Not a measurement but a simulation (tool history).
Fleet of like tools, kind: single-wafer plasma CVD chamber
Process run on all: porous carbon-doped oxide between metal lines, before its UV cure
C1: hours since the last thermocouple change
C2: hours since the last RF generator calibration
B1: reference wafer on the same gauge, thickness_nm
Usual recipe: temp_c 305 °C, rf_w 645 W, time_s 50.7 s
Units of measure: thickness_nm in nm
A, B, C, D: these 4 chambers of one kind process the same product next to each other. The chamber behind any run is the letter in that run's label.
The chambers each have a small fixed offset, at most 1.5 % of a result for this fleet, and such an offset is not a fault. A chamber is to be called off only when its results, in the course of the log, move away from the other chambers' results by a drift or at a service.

run 1B hour=6.4 | temp_c=305 rf_w=645 time_s=50.7 | C1=819.6 C2=706.4 | B1=251.85 | thickness_nm=311.5
run 2C hour=11.7 | temp_c=305 rf_w=645 time_s=50.7 | C1=377.2 C2=1128 | B1=251.99 | thickness_nm=310.06
run 3D hour=20.3 | temp_c=305 rf_w=645 time_s=50.7 | C1=2266.6 C2=699.5 | B1=252.1 | thickness_nm=314.6
run 4A hour=29.9 | temp_c=305 rf_w=645 time_s=50.7 | C1=291.2 C2=53.2 | B1=251.77 | thickness_nm=315.43
run 5B hour=35.7 | temp_c=305 rf_w=645 time_s=46.9 | C1=848.9 C2=735.7 | B1=252.19 | thickness_nm=290.55
run 6C hour=45.5 | temp_c=305 rf_w=645 time_s=46.9 | C1=411 C2=1161.8 | B1=252.3 | thickness_nm=287.19
run 7A hour=51.1 | temp_c=305 rf_w=645 time_s=46.9 | C1=312.4 C2=74.4 | B1=252.09 | thickness_nm=291.12
run 8D hour=56.2 | temp_c=305 rf_w=645 time_s=46.9 | C1=2302.5 C2=735.4 | B1=251.82 | thickness_nm=291.74
run 9B hour=62.4 | temp_c=305 rf_w=645 time_s=50.7 | C1=875.6 C2=762.4 | B1=252.18 | thickness_nm=311.99
run 10C hour=70.4 | temp_c=305 rf_w=645 time_s=50.7 | C1=435.9 C2=1186.7 | B1=252.26 | thickness_nm=311.46
run 11D hour=77 | temp_c=305 rf_w=645 time_s=50.7 | C1=2323.3 C2=756.2 | B1=252.16 | thickness_nm=312.75
run 12A hour=82.1 | temp_c=319 rf_w=645 time_s=57.7 | C1=343.4 C2=105.4 | B1=251.81 | thickness_nm=334.04
run 13A hour=92 | temp_c=319 rf_w=645 time_s=57.7 | C1=353.3 C2=115.3 | B1=252.07 | thickness_nm=333.08
-- hour=96.7 chamber D: thermocouple changed; heater temperature recalibrated
run 14B hour=100 | temp_c=319 rf_w=645 time_s=57.7 | C1=913.2 C2=800 | B1=252.23 | thickness_nm=329.81
run 15D hour=104.7 | temp_c=319 rf_w=645 time_s=57.7 | C1=8.1 C2=783.9 | B1=252.03 | thickness_nm=331.01
run 16C hour=112.7 | temp_c=305 rf_w=645 time_s=50.7 | C1=478.2 C2=1229 | B1=252.18 | thickness_nm=312.84
run 17A hour=121.2 | temp_c=305 rf_w=645 time_s=50.7 | C1=382.5 C2=144.5 | B1=252.26 | thickness_nm=313.81
run 18C hour=127 | temp_c=305 rf_w=645 time_s=50.7 | C1=492.5 C2=1243.3 | B1=251.92 | thickness_nm=309.63
run 19B hour=136.8 | temp_c=305 rf_w=645 time_s=50.7 | C1=950 C2=836.8 | B1=251.75 | thickness_nm=312.06
run 20D hour=143.8 | temp_c=305 rf_w=645 time_s=50.7 | C1=47.2 C2=823 | B1=251.85 | thickness_nm=311.92
run 21B hour=150.3 | temp_c=305 rf_w=645 time_s=50.7 | C1=963.5 C2=850.3 | B1=252.12 | thickness_nm=315.24
run 22D hour=157.7 | temp_c=305 rf_w=645 time_s=50.7 | C1=61.1 C2=836.9 | B1=251.84 | thickness_nm=314.39
run 23C hour=162.5 | temp_c=305 rf_w=645 time_s=50.7 | C1=528 C2=1278.8 | B1=252.12 | thickness_nm=310.48
run 24A hour=167.7 | temp_c=305 rf_w=645 time_s=50.7 | C1=429 C2=191 | B1=251.92 | thickness_nm=313.26
run 25B hour=176.4 | temp_c=305 rf_w=645 time_s=50.7 | C1=989.6 C2=876.4 | B1=252.27 | thickness_nm=310.72
run 26A hour=183.9 | temp_c=305 rf_w=645 time_s=55.8 | C1=445.2 C2=207.2 | B1=251.97 | thickness_nm=349.28
run 27C hour=189.5 | temp_c=305 rf_w=645 time_s=55.8 | C1=555 C2=1305.8 | B1=251.7 | thickness_nm=338.94
run 28D hour=196.9 | temp_c=305 rf_w=645 time_s=55.8 | C1=100.3 C2=876.1 | B1=252.24 | thickness_nm=345.89
run 29C hour=202.1 | temp_c=305 rf_w=645 time_s=55.8 | C1=567.6 C2=1318.4 | B1=251.71 | thickness_nm=340.62
run 30A hour=212.1 | temp_c=305 rf_w=645 time_s=50.7 | C1=473.4 C2=235.4 | B1=251.79 | thickness_nm=313.32
run 31D hour=220.9 | temp_c=305 rf_w=645 time_s=50.7 | C1=124.3 C2=900.1 | B1=252.13 | thickness_nm=313.1
run 32B hour=227.9 | temp_c=305 rf_w=645 time_s=50.7 | C1=1041.1 C2=927.9 | B1=251.87 | thickness_nm=312.05
run 33D hour=237.8 | temp_c=305 rf_w=645 time_s=50.7 | C1=141.2 C2=917 | B1=252.05 | thickness_nm=314.25
run 34C hour=244.4 | temp_c=305 rf_w=645 time_s=50.7 | C1=609.9 C2=1360.7 | B1=251.84 | thickness_nm=311.3
run 35B hour=249.2 | temp_c=305 rf_w=645 time_s=50.7 | C1=1062.4 C2=949.2 | B1=252.15 | thickness_nm=312.05
run 36A hour=257.6 | temp_c=305 rf_w=645 time_s=50.7 | C1=518.9 C2=280.9 | B1=251.98 | thickness_nm=313.53
run 37D hour=266.8 | temp_c=305 rf_w=645 time_s=50.7 | C1=170.2 C2=946 | B1=251.74 | thickness_nm=314.55
run 38A hour=275.4 | temp_c=305 rf_w=645 time_s=50.7 | C1=536.7 C2=298.7 | B1=251.95 | thickness_nm=314.12
run 39C hour=281.3 | temp_c=305 rf_w=645 time_s=50.7 | C1=646.8 C2=1397.6 | B1=251.76 | thickness_nm=309.62
run 40B hour=290.4 | temp_c=305 rf_w=645 time_s=50.7 | C1=1103.6 C2=990.4 | B1=251.87 | thickness_nm=312.32
run 41A hour=297.6 | temp_c=305 rf_w=645 time_s=50.7 | C1=558.9 C2=320.9 | B1=251.85 | thickness_nm=315.11
run 42B hour=307.6 | temp_c=294 rf_w=645 time_s=50.7 | C1=1120.8 C2=1007.6 | B1=251.92 | thickness_nm=330.67
run 43D hour=316.4 | temp_c=294 rf_w=645 time_s=50.7 | C1=219.8 C2=995.6 | B1=252.19 | thickness_nm=332.05
run 44C hour=323.9 | temp_c=294 rf_w=645 time_s=50.7 | C1=689.4 C2=1440.2 | B1=251.75 | thickness_nm=333.97

Does one chamber stand apart from the rest, does the shared gauge drift, or is all well apart from small per-chamber offsets? Give the chamber and the most likely cause, where there is one.

Neither any chamber nor the gauge drifts; the chambers differ only by their own small, steady offsets.
